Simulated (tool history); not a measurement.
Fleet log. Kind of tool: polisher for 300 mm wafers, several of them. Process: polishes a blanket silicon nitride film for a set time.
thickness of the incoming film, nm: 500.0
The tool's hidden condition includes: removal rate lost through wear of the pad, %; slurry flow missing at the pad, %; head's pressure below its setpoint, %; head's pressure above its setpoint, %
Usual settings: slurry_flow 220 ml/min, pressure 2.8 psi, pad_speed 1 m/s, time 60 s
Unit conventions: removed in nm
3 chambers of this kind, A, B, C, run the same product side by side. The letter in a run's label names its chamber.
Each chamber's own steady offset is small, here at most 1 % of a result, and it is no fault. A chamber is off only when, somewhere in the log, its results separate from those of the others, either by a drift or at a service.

run,hour,slurry_flow,pressure,pad_speed,time,wafers polished on this pad,hours since the slurry nozzle was cleaned,hours since the head pressure was calibrated,removed
1C,2.9,220,2.8,1,60,1337,227.6,122.3,83.858
# hour 4.9: chamber C: worn pad replaced by a new one
# hour 5.7: chamber A: worn pad replaced by a new one
2A,7.2,220,2.8,1,60,16,189.8,108.7,84.894
3B,9.8,220,2.8,1,60,826,455.2,341.9,86.472
4B,14.5,220,2.8,1,60,878,459.9,346.6,86.432
5A,19.0,220,2.8,1,60,147,201.6,120.5,83.621
6C,21.8,220,2.8,1,60,187,246.5,141.2,84.091
7B,24.4,220,2.8,1,60,988,469.8,356.5,84.405
8A,28.0,220,2.8,1,41,247,210.6,129.5,57.700
9C,32.2,220,2.8,1,41,303,256.9,151.6,57.893
10A,37.0,220,2.8,1,41,347,219.6,138.5,58.839
11C,39.3,220,2.8,1,60,381,264.0,158.7,83.404
12B,42.4,220,2.8,1,60,1187,487.8,374.5,85.714
13A,47.2,220,2.8,1,60,460,229.8,148.7,84.105
14B,50.5,220,2.8,1,60,1277,495.9,382.6,85.021
15C,53.6,220,2.8,1,60,540,278.3,173.0,83.388
16B,56.8,220,2.8,1,60,1347,502.2,388.9,82.971
17C,59.0,220,2.8,1,60,600,283.7,178.4,83.022
18A,63.4,220,2.8,1,60,640,246.0,164.9,82.830
19C,66.2,220,2.8,1,60,680,290.9,185.6,81.928
20A,69.9,220,2.8,1,77,712,252.5,171.4,108.600
21B,73.4,220,2.8,1,77,1532,518.8,405.5,102.950
22C,76.8,220,2.8,1,77,798,301.5,196.2,106.210
# hour 78.5: chamber A: worn pad replaced by a new one
23A,80.3,220,2.8,1,60,20,262.9,181.8,83.682
24B,84.2,220,2.8,1,60,1652,529.6,416.3,79.915
25B,87.0,220,2.8,1,60,1683,532.4,419.1,79.833
26A,89.8,220,2.8,1,60,125,272.4,191.3,84.875
27C,92.8,220,1.8,1,43,975,317.5,212.2,38.186
28A,97.3,220,1.8,1,43,209,279.9,198.8,39.333
29C,100.1,220,1.8,1,43,1056,324.8,219.5,38.529
30B,102.8,220,2.8,1,60,1858,548.2,434.9,79.100
31C,107.6,220,2.8,1,60,1140,332.3,227.0,84.106
# hour 107.8: chamber B: slurry nozzle cleaned
32A,110.9,220,2.8,1,60,360,293.5,212.4,82.722
33B,115.6,220,2.8,1,60,2000,7.8,447.7,78.020

Decide between three cases: one chamber stands off from its peers, the gauge reading all wafers drifts, or nothing is wrong past each chamber's small offset. Where a chamber is off, say which and what most likely put it there.

Chamber B drifts away from the others.
Likeliest cause: removal rate lost through wear of the pad, % = 9.32.
Not necessarily distinguishable in this log from: head's pressure below its setpoint, %.

Which of the 4 candidates below, each the usual settings with something changed and its results left as question marks, puts chamber B back in line with what the other chambers give on the usual settings?
In line here means within this much of the mean the other chambers give on the usual settings: removed 3.700 nm
34B-1,119.1,220,2.6,0.94,56,,,,?
34B-2,119.1,220,3.0,1.06,64,,,,?
34B-3,119.1,220,2.7,0.98,58,,,,?
34B-4,119.1,220,2.8,1.00,66,,,,?

Mean of the other chambers on the usual settings: removed 84.485 nm
run,removed
34B-1,63.486
34B-2,92.371
34B-3,70.647
34B-4,84.769
It is 34B-4 that realigns the chamber with its peers.

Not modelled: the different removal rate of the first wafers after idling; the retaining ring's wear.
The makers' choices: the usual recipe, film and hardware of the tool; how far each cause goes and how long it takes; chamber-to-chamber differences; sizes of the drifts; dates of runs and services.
